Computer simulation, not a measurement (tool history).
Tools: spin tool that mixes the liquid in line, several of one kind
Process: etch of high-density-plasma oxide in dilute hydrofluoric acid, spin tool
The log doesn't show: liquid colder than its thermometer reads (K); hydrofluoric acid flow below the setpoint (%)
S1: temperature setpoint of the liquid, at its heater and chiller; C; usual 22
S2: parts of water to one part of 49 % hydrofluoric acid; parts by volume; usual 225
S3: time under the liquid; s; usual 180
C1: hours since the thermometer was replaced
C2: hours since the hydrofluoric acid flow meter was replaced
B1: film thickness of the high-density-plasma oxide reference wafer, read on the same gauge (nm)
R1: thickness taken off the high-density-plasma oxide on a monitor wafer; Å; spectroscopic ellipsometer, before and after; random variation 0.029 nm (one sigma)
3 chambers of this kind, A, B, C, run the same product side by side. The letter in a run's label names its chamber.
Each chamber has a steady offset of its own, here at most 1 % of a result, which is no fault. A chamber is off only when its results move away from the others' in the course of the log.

run,hour,S1,S2,S3,C1,C2,B1,R1
1B,7.3,22,225,180,1381.6,728.4,129.97,39.686
2C,18,22,225,180,2327.7,1561.7,130,39.224
3A,25.1,22,225,180,334.9,431.2,130.02,38.961
4A,35.6,22,225,180,345.4,441.7,130.02,39.219
5B,46,22,225,180,1420.3,767.1,129.99,39.695
# hour 51.3: chamber C: thermometer replaced
6C,53.1,22,225,180,1.8,1596.8,130.04,38.871
7C,61.3,22,225,180,10,1605,129.98,38.625
8B,72.7,22,280,180,1447,793.8,130.03,29.629
9A,84.4,22,280,180,394.2,490.5,129.99,29.778
10A,91.4,22,280,180,401.2,497.5,129.99,29.679
11C,102.6,22,225,180,51.3,1646.3,129.97,38.861
12B,112.9,22,225,180,1487.2,834,129.98,38.765
13B,126.6,22,225,180,1500.9,847.7,130.03,38.975
14A,133,22,225,180,442.8,539.1,130.05,39.162
15C,144.4,22,225,180,93.1,1688.1,129.97,39.063
16A,151.2,22,225,180,461,557.3,129.99,39.441
# hour 156.9: chamber A: hydrofluoric acid flow meter replaced
17C,164.9,20,225,215,113.6,1708.6,129.99,42.812
18B,173.9,20,225,215,1548.2,895,129.99,42.872
19A,182.9,20,225,215,492.7,26,129.99,43.647
20B,189.3,22,225,180,1563.6,910.4,129.99,38.932
21C,196,22,225,180,144.7,1739.7,130,39.116
22B,204,22,225,180,1578.3,925.1,130.01,39.278
# hour 205.2: chamber B: thermometer replaced
23C,213.6,22,225,180,162.3,1757.3,130.03,38.913
24A,227.5,22,180,180,537.3,70.6,129.99,51.838
25B,239,22,180,180,33.9,960.1,130.01,51.246
26A,250.3,22,180,180,560.1,93.4,129.96,51.584
27C,261.1,22,225,180,209.8,1804.8,130.04,38.736
28B,269.1,22,225,180,64,990.2,130.04,38.775
29A,276.7,22,225,180,586.5,119.8,130.04,38.871
30C,289.7,22,225,130,238.4,1833.4,129.95,28.079
31A,297.7,22,225,130,607.5,140.8,130.02,28.101

Is one chamber off against the others, does the gauge drift, or is nothing wrong? If a chamber is off, say which, and what the likeliest cause is.

No chamber stands off beyond its own small offset, and the gauge holds steady.
